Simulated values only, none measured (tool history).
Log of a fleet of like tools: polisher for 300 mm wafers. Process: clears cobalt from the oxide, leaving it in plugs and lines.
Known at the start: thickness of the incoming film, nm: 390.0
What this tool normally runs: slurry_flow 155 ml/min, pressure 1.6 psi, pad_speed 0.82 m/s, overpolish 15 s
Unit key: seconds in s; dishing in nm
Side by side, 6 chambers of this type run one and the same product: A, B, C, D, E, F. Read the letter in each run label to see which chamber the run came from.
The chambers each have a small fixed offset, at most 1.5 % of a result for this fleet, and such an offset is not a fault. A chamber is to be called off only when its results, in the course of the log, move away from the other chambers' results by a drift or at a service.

run	hour	slurry_flow	pressure	pad_speed	overpolish	wafers polished on this pad	hours since the slurry nozzle was cleaned	hours since the head pressure was calibrated	seconds	dishing
1C	3.4	155	1.6	0.82	15	134	178.1	1257.2	110.660	32.036
2F	5.4	155	1.6	0.82	15	621	520.6	879.6	109.850	33.015
3D	9.1	155	1.6	0.82	15	150	268.1	817.0	109.760	31.666
4E	11.4	155	1.6	0.82	15	477	275.9	28.0	110.810	33.818
5B	14.3	155	1.6	0.82	15	694	191.3	609.6	109.500	31.667
6A	17.9	155	2.0	0.82	22	529	67.5	423.9	87.941	42.780
7D	20.2	155	2.0	0.82	22	254	279.2	828.1	88.008	44.666
8B	22.3	155	2.0	0.82	22	769	199.3	617.6	89.739	43.839
9A	25.5	155	2.0	0.82	22	600	75.1	431.5	88.914	44.758
# hour 27.0: chamber F: worn pad replaced by a new one
10C	29.2	155	2.0	0.82	22	376	203.9	1283.0	86.361	43.655
11F	32.7	155	2.0	0.82	22	53	547.9	906.9	89.190	44.461
12E	34.6	155	1.6	0.82	15	694	299.1	51.2	112.180	33.272
13B	38.2	155	1.6	0.82	15	917	215.2	633.5	112.640	32.815
14A	40.4	155	1.6	0.82	15	739	90.0	446.4	110.990	32.920
# hour 42.1: chamber E: worn pad replaced by a new one
15D	44.5	155	1.6	0.82	15	481	303.5	852.4	110.620	32.908
16C	48.9	155	1.6	0.82	15	560	223.6	1302.7	107.850	34.827
# hour 49.0: chamber E: slurry nozzle cleaned
17F	51.3	155	1.6	0.82	15	227	566.5	925.5	107.510	33.188
18E	53.6	155	1.6	0.82	15	107	4.7	70.2	107.790	34.267
19F	56.8	155	1.6	0.82	15	279	572.0	931.0	110.310	32.978
20E	59.7	155	1.6	0.82	15	164	10.8	76.3	109.970	34.317
21C	62.0	155	1.6	0.82	15	683	236.7	1315.8	109.390	32.389
22A	65.1	155	1.6	0.82	15	970	114.7	471.1	108.880	33.932
23D	67.1	155	1.6	0.82	15	693	326.1	875.0	109.300	34.473
# hour 67.2: chamber B: worn pad replaced by a new one
# hour 70.1: chamber C: worn pad replaced by a new one
24B	71.4	155	1.6	0.82	15	39	248.4	666.7	111.310	33.066
# hour 72.2: chamber D: head pressure recalibrated
25E	73.5	200	1.1	0.82	15	293	24.6	90.1	153.170	25.821
26F	75.9	200	1.1	0.82	15	458	591.1	950.1	152.190	26.708
# hour 78.4: chamber A: worn pad replaced by a new one
27A	79.7	200	1.1	0.82	15	12	129.3	485.7	157.950	27.967
28B	83.7	200	1.1	0.82	15	154	260.7	679.0	155.650	25.781
29D	86.7	200	1.1	0.82	15	876	345.7	14.5	172.800	25.619
30C	89.5	200	1.1	0.82	15	181	264.2	1343.3	152.150	27.646
31D	93.6	130	1.6	0.82	15	941	352.6	21.4	125.490	30.862
32B	97.8	130	1.6	0.82	15	286	274.8	693.1	115.720	32.644
33E	99.9	130	1.6	0.82	15	540	51.0	116.5	112.650	33.668
34C	103.8	130	1.6	0.82	15	315	278.5	1357.6	114.100	33.288
35A	107.4	130	1.6	0.82	15	271	157.0	513.4	116.380	33.304
36F	111.2	130	1.6	0.82	15	788	626.4	985.4	114.430	33.359
37E	113.2	155	1.6	0.82	15	665	64.3	129.8	108.530	32.732
# hour 116.1: chamber F: worn pad replaced by a new one
38A	116.9	155	1.6	0.82	15	360	166.5	522.9	113.080	33.258
39D	119.4	155	1.6	0.82	15	1182	378.4	47.2	120.140	31.565
40F	122.5	105	1.6	0.68	15	60	637.7	996.7	144.600	27.545
41B	124.5	105	1.6	0.68	15	536	301.5	719.8	146.320	28.215

Does one chamber stand apart from the rest, does the shared gauge drift, or is all well apart from small per-chamber offsets? Give the chamber and the most likely cause, where there is one.

The work done on chamber D during a service left it standing apart from the others.
Likeliest cause: head's pressure below its setpoint, % = 10.1.

Which of the 4 candidates below, each the usual settings with something changed and its results left as question marks, puts chamber D back in line with what the other chambers give on the usual settings?
To be in line, a result may differ from the other chambers' mean on the usual settings by at most: seconds 5.600 s; dishing 2.900 nm
42D-1	127.6	160	1.8	0.90	15				?	?
42D-2	127.6	155	1.5	0.78	15				?	?
42D-3	127.6	155	1.4	0.76	15				?	?
42D-4	127.6	155	1.7	0.86	15				?	?

The mean the other chambers reach with the usual settings: seconds 110.370 s; dishing 33.494 nm
run	seconds	dishing
42D-1	99.102	35.849
42D-2	138.620	29.303
42D-3	152.670	27.474
42D-4	110.570	33.704
With 42D-4, the chamber falls back in line with the rest.
